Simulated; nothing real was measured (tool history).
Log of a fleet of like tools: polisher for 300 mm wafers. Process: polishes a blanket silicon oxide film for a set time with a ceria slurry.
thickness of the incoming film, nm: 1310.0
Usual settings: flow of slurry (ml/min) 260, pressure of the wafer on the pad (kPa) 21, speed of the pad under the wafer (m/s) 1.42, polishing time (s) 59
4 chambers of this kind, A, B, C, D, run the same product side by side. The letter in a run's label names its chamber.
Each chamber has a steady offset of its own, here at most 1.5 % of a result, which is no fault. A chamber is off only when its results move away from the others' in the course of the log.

run,day,flow of slurry (ml/min),pressure of the wafer on the pad (kPa),speed of the pad under the wafer (m/s),polishing time (s),wafers polished on this pad,hours since the slurry nozzle was cleaned,hours since the head pressure was calibrated,film removed (nm)
# day 0.421: chamber A: worn pad replaced by a new one
1D,0.45,260,21,1.42,59,350,289.2,125,336.74
2C,1.112,260,21,1.42,59,475,121.6,863.1,339.99
3A,1.562,260,21,1.42,59,295,169.6,372.2,341.61
4B,2.029,260,21,1.42,59,773,304.1,1037.9,337.39
5D,2.408,260,21,1.42,59,855,336.2,172,335.04
# day 2.712: chamber B: worn pad replaced by a new one
6B,2.933,260,21,1.42,59,57,325.8,1059.6,337.86
# day 3.033: chamber C: worn pad replaced by a new one
7A,3.496,260,21,1.42,59,793,216,418.6,342.06
# day 3.617: chamber A: worn pad replaced by a new one
8C,3.8,175,21,1.42,59,198,186.1,927.6,327.33
9D,4.242,175,21,1.42,59,1327,380.2,216,325.04
10B,4.854,175,21,1.42,59,552,371.9,1105.7,325.72
# day 4.946: chamber D: worn pad replaced by a new one
11A,5.35,175,21,1.42,59,447,260.5,463.1,322.11
# day 5.75: chamber B: worn pad replaced by a new one
12C,5.817,260,21,1.42,59,718,234.5,976,344.47
13C,6.288,260,21,1.42,59,839,245.8,987.3,346.38
# day 6.592: chamber A: worn pad replaced by a new one
14D,6.667,260,21,1.58,44,444,438.4,274.2,281.64
# day 6.688: chamber C: worn pad replaced by a new one
# day 7.004: chamber C: head pressure recalibrated
15B,7.088,260,21,1.58,44,345,425.5,1159.3,281.93
16A,7.392,260,21,1.58,44,206,309.5,512.1,277.66
17B,8.042,260,21,1.58,44,591,448.4,1182.2,282.58
# day 8.429: chamber B: head pressure recalibrated
18D,8.521,260,21,1.42,59,922,482.9,318.7,347.76
19A,9.096,260,21,1.42,59,645,350.4,553,339.62
# day 9.15: chamber B: worn pad replaced by a new one
20C,9.608,260,21,1.42,59,753,325.5,62.6,343.35
# day 10.2: chamber D: worn pad replaced by a new one
21C,10.217,260,21,1.42,39,910,340.1,77.2,227.13
# day 10.246: chamber A: head pressure recalibrated
# day 10.392: chamber A: worn pad replaced by a new one
# day 10.454: chamber C: worn pad replaced by a new one
22B,10.725,260,21,1.42,39,406,512.8,55.1,222.32
23A,11.404,260,21,1.42,39,261,405.8,27.8,222.81
# day 12.012: chamber B: worn pad replaced by a new one
24D,12.021,260,21,1.42,39,469,566.9,402.7,227.36
25D,12.375,260,21,1.42,59,561,575.4,411.2,351.97
26C,12.938,260,21,1.88,49,640,405.4,142.5,380.37
# day 13.062: chamber B: slurry nozzle cleaned
# day 13.558: chamber A: worn pad replaced by a new one
27B,13.567,260,21,1.88,49,401,12.2,123.3,371.09
# day 14.008: chamber C: worn pad replaced by a new one
28A,14.083,260,21,1.88,49,136,470.1,92.1,373.72
29B,14.571,260,21,1.88,49,659,36.3,147.4,377.35
30C,14.875,260,21,1.42,59,223,451.9,189,338.06
31D,15.325,260,21,1.42,59,1321,646.2,482,349.52
32A,15.817,260,21,1.42,50,583,511.7,133.7,283.32
33C,16.229,260,21,1.42,50,572,484.4,221.5,291.07
34A,16.629,260,21,1.42,50,792,531.2,153.2,287.16

All 4 chambers run these settings next. Forecast each chamber's results:
35A,17.121,260,21,1.42,59,,,,?
35B,17.121,260,21,1.42,59,,,,?
35C,17.121,260,21,1.42,59,,,,?
35D,17.121,260,21,1.42,59,,,,?

run,film removed (nm)
35A,337.73
35B,345.04
35C,341.04
35D,347.44
